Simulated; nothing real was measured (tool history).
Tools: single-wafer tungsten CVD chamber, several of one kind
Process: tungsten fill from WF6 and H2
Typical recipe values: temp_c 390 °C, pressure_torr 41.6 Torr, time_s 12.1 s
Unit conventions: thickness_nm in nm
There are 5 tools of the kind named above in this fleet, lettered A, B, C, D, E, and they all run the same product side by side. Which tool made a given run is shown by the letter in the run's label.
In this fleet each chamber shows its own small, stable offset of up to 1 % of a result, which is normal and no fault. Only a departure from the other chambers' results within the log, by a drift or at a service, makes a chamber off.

run   hour  temp_c  pressure_torr  time_s  read-back reference wafer on the same gauge, thickness_nm  thickness_nm
 1E   13.7     390           41.6    12.1                                                     39.889        33.977
 2A   21.7     390           41.6    12.1                                                     39.870        34.062
 3D   30.9     390           41.6    12.1                                                     39.881        33.676
 4C   37.8     390           41.6    12.1                                                     39.882        33.811
 5B   52.7     390           41.6    10.3                                                     39.863        28.587
 6D   63.9     390           41.6    10.3                                                     39.867        28.759
 7C   74.0     390           41.6    10.3                                                     39.857        28.706
 8E   81.8     390           41.6    10.3                                                     39.854        28.762
 9A   97.4     390           41.6    10.3                                                     39.822        28.906
10B  107.7     390           41.6    12.1                                                     39.825        33.558
11B  117.0     390           41.6    12.1                                                     39.826        33.618
12A  129.8     390           33.6    12.1                                                     39.833        30.714
13E  144.2     390           33.6    12.1                                                     39.804        30.493
14D  153.3     390           33.6    12.1                                                     39.791        30.606
15C  167.2     390           33.6    12.1                                                     39.793        30.405
16C  175.0     390           33.6    12.1                                                     39.800        30.455
17A  190.9     390           41.6    12.1                                                     39.787        34.030
18B  206.1     390           41.6    12.1                                                     39.755        33.529
19E  221.6     390           41.6    12.1                                                     39.742        33.819
20D  233.0     390           41.6    12.1                                                     39.734        33.653
21C  245.0     390           41.6    12.1                                                     39.742        33.573
22E  258.2     390           41.6    12.1                                                     39.738        33.704
23A  274.1     390           41.6    12.1                                                     39.702        33.789
24D  286.3     390           41.6    12.1                                                     39.696        33.775
25B  299.5     390           41.6    12.1                                                     39.704        33.526
26C  314.7     390           41.6    12.1                                                     39.691        33.609
27A  329.0     390           41.6    12.1                                                     39.662        33.756
28E  340.4     390           41.6    12.1                                                     39.675        33.732
29B  354.3     390           41.6    12.1                                                     39.680        33.480
30D  369.1     390           41.6    12.1                                                     39.650        33.599
31D  381.0     390           41.6    12.1                                                     39.655        33.657
32C  396.3     390           41.6    12.1                                                     39.621        33.504

Is one chamber out of step, is the gauge drifting, or do the chambers differ by no more than their own small offsets? For an off chamber, give its letter and the likeliest cause.

It is the gauge, not a chamber: its drift shows up in every chamber's results at once, and no chamber is off.
What lies behind it: gauge reads low (%) = 0.689.

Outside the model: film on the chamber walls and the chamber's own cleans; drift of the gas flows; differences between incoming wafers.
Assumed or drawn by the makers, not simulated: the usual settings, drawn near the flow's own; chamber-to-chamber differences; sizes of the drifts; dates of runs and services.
